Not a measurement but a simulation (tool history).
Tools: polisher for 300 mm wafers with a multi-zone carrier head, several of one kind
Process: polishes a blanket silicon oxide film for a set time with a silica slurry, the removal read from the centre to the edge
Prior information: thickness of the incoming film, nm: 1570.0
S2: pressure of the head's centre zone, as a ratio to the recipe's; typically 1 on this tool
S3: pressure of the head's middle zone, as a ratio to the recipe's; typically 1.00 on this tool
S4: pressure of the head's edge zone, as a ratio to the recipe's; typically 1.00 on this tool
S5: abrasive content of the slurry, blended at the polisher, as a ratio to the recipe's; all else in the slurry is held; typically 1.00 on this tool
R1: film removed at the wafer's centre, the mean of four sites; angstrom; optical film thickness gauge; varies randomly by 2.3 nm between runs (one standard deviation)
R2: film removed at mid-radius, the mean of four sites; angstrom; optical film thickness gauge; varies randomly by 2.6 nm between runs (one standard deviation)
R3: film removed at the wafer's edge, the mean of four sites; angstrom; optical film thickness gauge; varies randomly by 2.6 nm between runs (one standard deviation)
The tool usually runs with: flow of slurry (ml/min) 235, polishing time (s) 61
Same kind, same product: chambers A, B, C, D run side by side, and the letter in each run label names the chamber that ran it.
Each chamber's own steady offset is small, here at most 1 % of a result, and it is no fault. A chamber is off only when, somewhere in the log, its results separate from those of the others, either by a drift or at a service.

run 1C day=0.354 | flow_of_slurry_(ml/min)=235 S2=1 S3=1.00 S4=1.00 S5=1.00 polishing_time_(s)=61 | R1=1879.9 R2=1820.7 R3=1847.8
-- day=0.804 chamber B: slurry nozzle cleaned
run 2D day=1.000 | flow_of_slurry_(ml/min)=235 S2=1 S3=1.00 S4=1.00 S5=1.00 polishing_time_(s)=61 | R1=1865.0 R2=1864.5 R3=1887.5
run 3B day=1.446 | flow_of_slurry_(ml/min)=235 S2=1 S3=1.00 S4=1.00 S5=1.00 polishing_time_(s)=61 | R1=1866.1 R2=1893.1 R3=1878.4
-- day=1.767 chamber C: worn pad replaced by a new one
run 4A day=1.958 | flow_of_slurry_(ml/min)=235 S2=1 S3=1.00 S4=1.00 S5=1.00 polishing_time_(s)=61 | R1=1886.6 R2=1849.6 R3=1868.6
-- day=2.196 chamber A: worn pad replaced by a new one
run 5C day=2.288 | flow_of_slurry_(ml/min)=235 S2=1 S3=1.00 S4=1.00 S5=1.00 polishing_time_(s)=61 | R1=1879.3 R2=1855.9 R3=1868.6
-- day=2.325 chamber D: slurry nozzle cleaned
run 6B day=2.588 | flow_of_slurry_(ml/min)=235 S2=1 S3=1.00 S4=1.00 S5=1.00 polishing_time_(s)=61 | R1=1878.8 R2=1865.3 R3=1857.1
-- day=2.775 chamber D: worn pad replaced by a new one
run 7D day=3.083 | flow_of_slurry_(ml/min)=235 S2=1 S3=1.00 S4=1.00 S5=1.00 polishing_time_(s)=61 | R1=1862.2 R2=1920.6 R3=1876.6
-- day=3.096 chamber B: worn pad replaced by a new one
-- day=3.321 chamber C: slurry nozzle cleaned
run 8A day=3.458 | flow_of_slurry_(ml/min)=235 S2=1 S3=1.00 S4=1.00 S5=1.00 polishing_time_(s)=61 | R1=1852.4 R2=1830.7 R3=1870.6
run 9A day=3.900 | flow_of_slurry_(ml/min)=235 S2=1 S3=1.00 S4=1.00 S5=1.00 polishing_time_(s)=61 | R1=1887.6 R2=1901.9 R3=1860.9
run 10D day=4.342 | flow_of_slurry_(ml/min)=235 S2=1 S3=1.08 S4=1.00 S5=1.00 polishing_time_(s)=61 | R1=1833.4 R2=1962.4 R3=1816.4
run 11C day=4.883 | flow_of_slurry_(ml/min)=235 S2=1 S3=1.08 S4=1.00 S5=1.00 polishing_time_(s)=61 | R1=1860.7 R2=2022.4 R3=1894.5
run 12B day=5.275 | flow_of_slurry_(ml/min)=235 S2=1 S3=1.08 S4=1.00 S5=1.00 polishing_time_(s)=61 | R1=1849.7 R2=1989.4 R3=1860.9
-- day=5.592 chamber A: worn pad replaced by a new one
run 13A day=5.692 | flow_of_slurry_(ml/min)=235 S2=1 S3=1.08 S4=1.00 S5=1.00 polishing_time_(s)=61 | R1=1921.3 R2=2011.2 R3=1855.1
-- day=5.946 chamber C: worn pad replaced by a new one
run 14D day=6.104 | flow_of_slurry_(ml/min)=235 S2=1 S3=0.95 S4=1.00 S5=1.00 polishing_time_(s)=61 | R1=1879.0 R2=1801.9 R3=1883.0
run 15C day=6.742 | flow_of_slurry_(ml/min)=235 S2=1 S3=0.95 S4=1.00 S5=1.00 polishing_time_(s)=61 | R1=1834.3 R2=1818.6 R3=1910.8
-- day=7.000 chamber B: centre zone pressure recalibrated
-- day=7.004 chamber D: worn pad replaced by a new one
-- day=7.125 chamber B: worn pad replaced by a new one
run 16B day=7.262 | flow_of_slurry_(ml/min)=235 S2=1 S3=0.95 S4=1.00 S5=1.00 polishing_time_(s)=61 | R1=1916.1 R2=1805.7 R3=1874.1
run 17B day=7.921 | flow_of_slurry_(ml/min)=235 S2=1 S3=0.95 S4=1.00 S5=1.00 polishing_time_(s)=61 | R1=1888.7 R2=1779.2 R3=1876.1
run 18D day=8.304 | flow_of_slurry_(ml/min)=235 S2=1 S3=1.00 S4=1.00 S5=1.00 polishing_time_(s)=61 | R1=1834.2 R2=1908.4 R3=1855.3
run 19C day=8.704 | flow_of_slurry_(ml/min)=310 S2=1 S3=1.00 S4=1.00 S5=1.00 polishing_time_(s)=79 | R1=2447.7 R2=2516.2 R3=2441.9
-- day=9.138 chamber A: worn pad replaced by a new one
run 20A day=9.279 | flow_of_slurry_(ml/min)=310 S2=1 S3=1.00 S4=1.00 S5=1.00 polishing_time_(s)=79 | R1=2500.8 R2=2471.0 R3=2475.0
run 21A day=9.754 | flow_of_slurry_(ml/min)=310 S2=1 S3=1.00 S4=1.00 S5=1.00 polishing_time_(s)=79 | R1=2519.1 R2=2519.1 R3=2451.9
run 22B day=10.162 | flow_of_slurry_(ml/min)=310 S2=1 S3=1.00 S4=1.00 S5=1.00 polishing_time_(s)=79 | R1=2519.6 R2=2505.9 R3=2503.1
-- day=10.621 chamber C: worn pad replaced by a new one
run 23D day=10.742 | flow_of_slurry_(ml/min)=235 S2=1 S3=1.00 S4=1.00 S5=1.00 polishing_time_(s)=61 | R1=1848.8 R2=1904.7 R3=1881.5
run 24C day=11.292 | flow_of_slurry_(ml/min)=235 S2=1 S3=1.00 S4=1.00 S5=1.00 polishing_time_(s)=61 | R1=1784.2 R2=1866.5 R3=1884.8
-- day=11.358 chamber D: worn pad replaced by a new one
-- day=11.367 chamber B: worn pad replaced by a new one
run 25A day=11.904 | flow_of_slurry_(ml/min)=235 S2=1 S3=1.00 S4=1.00 S5=1.00 polishing_time_(s)=61 | R1=1873.3 R2=1849.3 R3=1836.8
run 26D day=12.233 | flow_of_slurry_(ml/min)=235 S2=1 S3=1.00 S4=1.00 S5=1.00 polishing_time_(s)=61 | R1=1846.0 R2=1910.9 R3=1889.5
run 27B day=12.808 | flow_of_slurry_(ml/min)=235 S2=1 S3=1.00 S4=1.00 S5=1.00 polishing_time_(s)=61 | R1=1858.5 R2=1876.0 R3=1842.7
-- day=13.017 chamber A: centre zone pressure recalibrated
-- day=13.150 chamber A: worn pad replaced by a new one
run 28C day=13.221 | flow_of_slurry_(ml/min)=235 S2=1 S3=1.00 S4=1.00 S5=1.00 polishing_time_(s)=61 | R1=1738.9 R2=1854.1 R3=1863.5
run 29A day=13.746 | flow_of_slurry_(ml/min)=235 S2=1 S3=1.00 S4=1.00 S5=1.00 polishing_time_(s)=61 | R1=1863.7 R2=1842.7 R3=1828.6
-- day=13.958 chamber B: slurry nozzle cleaned
run 30B day=14.383 | flow_of_slurry_(ml/min)=235 S2=1 S3=1.00 S4=1.00 S5=1.00 polishing_time_(s)=61 | R1=1896.5 R2=1910.9 R3=1899.1
-- day=14.583 chamber B: worn pad replaced by a new one
run 31D day=14.717 | flow_of_slurry_(ml/min)=235 S2=1 S3=1.00 S4=1.09 S5=1.00 polishing_time_(s)=75 | R1=2300.6 R2=2288.8 R3=2378.8
-- day=15.142 chamber C: worn pad replaced by a new one
run 32C day=15.183 | flow_of_slurry_(ml/min)=235 S2=1 S3=1.00 S4=1.09 S5=1.00 polishing_time_(s)=75 | R1=2118.3 R2=2309.4 R3=2417.8
-- day=15.354 chamber D: worn pad replaced by a new one
run 33C day=15.629 | flow_of_slurry_(ml/min)=235 S2=1 S3=1.00 S4=1.09 S5=1.00 polishing_time_(s)=75 | R1=2090.6 R2=2288.1 R3=2409.5
run 34D day=16.017 | flow_of_slurry_(ml/min)=235 S2=1 S3=1.00 S4=1.09 S5=1.00 polishing_time_(s)=75 | R1=2308.6 R2=2306.4 R3=2354.8
-- day=16.154 chamber D: slurry nozzle cleaned
run 35B day=16.379 | flow_of_slurry_(ml/min)=235 S2=1 S3=1.00 S4=1.00 S5=0.85 polishing_time_(s)=61 | R1=1748.5 R2=1744.2 R3=1717.0
-- day=16.717 chamber A: worn pad replaced by a new one
run 36A day=16.842 | flow_of_slurry_(ml/min)=235 S2=1 S3=1.00 S4=1.00 S5=0.85 polishing_time_(s)=61 | R1=1730.2 R2=1745.0 R3=1731.2
run 37B day=17.167 | flow_of_slurry_(ml/min)=235 S2=1 S3=1.00 S4=1.00 S5=0.85 polishing_time_(s)=61 | R1=1712.1 R2=1714.2 R3=1722.1
run 38C day=17.462 | flow_of_slurry_(ml/min)=235 S2=1 S3=1.00 S4=1.00 S5=0.85 polishing_time_(s)=61 | R1=1537.5 R2=1782.9 R3=1718.4
run 39D day=17.888 | flow_of_slurry_(ml/min)=235 S2=1 S3=1.00 S4=1.00 S5=1.00 polishing_time_(s)=61 | R1=1846.8 R2=1889.1 R3=1870.2
run 40A day=18.192 | flow_of_slurry_(ml/min)=235 S2=1 S3=1.00 S4=1.00 S5=1.00 polishing_time_(s)=61 | R1=1855.4 R2=1859.2 R3=1839.9
run 41C day=18.721 | flow_of_slurry_(ml/min)=235 S2=1 S3=1.00 S4=1.00 S5=1.00 polishing_time_(s)=61 | R1=1670.9 R2=1861.5 R3=1928.6

All 4 chambers run these settings next. Forecast each chamber's results:
run 42A day=19.192 | flow_of_slurry_(ml/min)=235 S2=1 S3=1.00 S4=1.00 S5=0.80 polishing_time_(s)=61 | R1=? R2=? R3=?
run 42B day=19.192 | flow_of_slurry_(ml/min)=235 S2=1 S3=1.00 S4=1.00 S5=0.80 polishing_time_(s)=61 | R1=? R2=? R3=?
run 42C day=19.192 | flow_of_slurry_(ml/min)=235 S2=1 S3=1.00 S4=1.00 S5=0.80 polishing_time_(s)=61 | R1=? R2=? R3=?
run 42D day=19.192 | flow_of_slurry_(ml/min)=235 S2=1 S3=1.00 S4=1.00 S5=0.80 polishing_time_(s)=61 | R1=? R2=? R3=?

run=42A R1=1662.9 R2=1660.9 R3=1675.1
run=42B R1=1622.7 R2=1692.6 R3=1669.5
run=42C R1=1489.2 R2=1667.0 R3=1660.9
run=42D R1=1638.2 R2=1688.9 R3=1666.1

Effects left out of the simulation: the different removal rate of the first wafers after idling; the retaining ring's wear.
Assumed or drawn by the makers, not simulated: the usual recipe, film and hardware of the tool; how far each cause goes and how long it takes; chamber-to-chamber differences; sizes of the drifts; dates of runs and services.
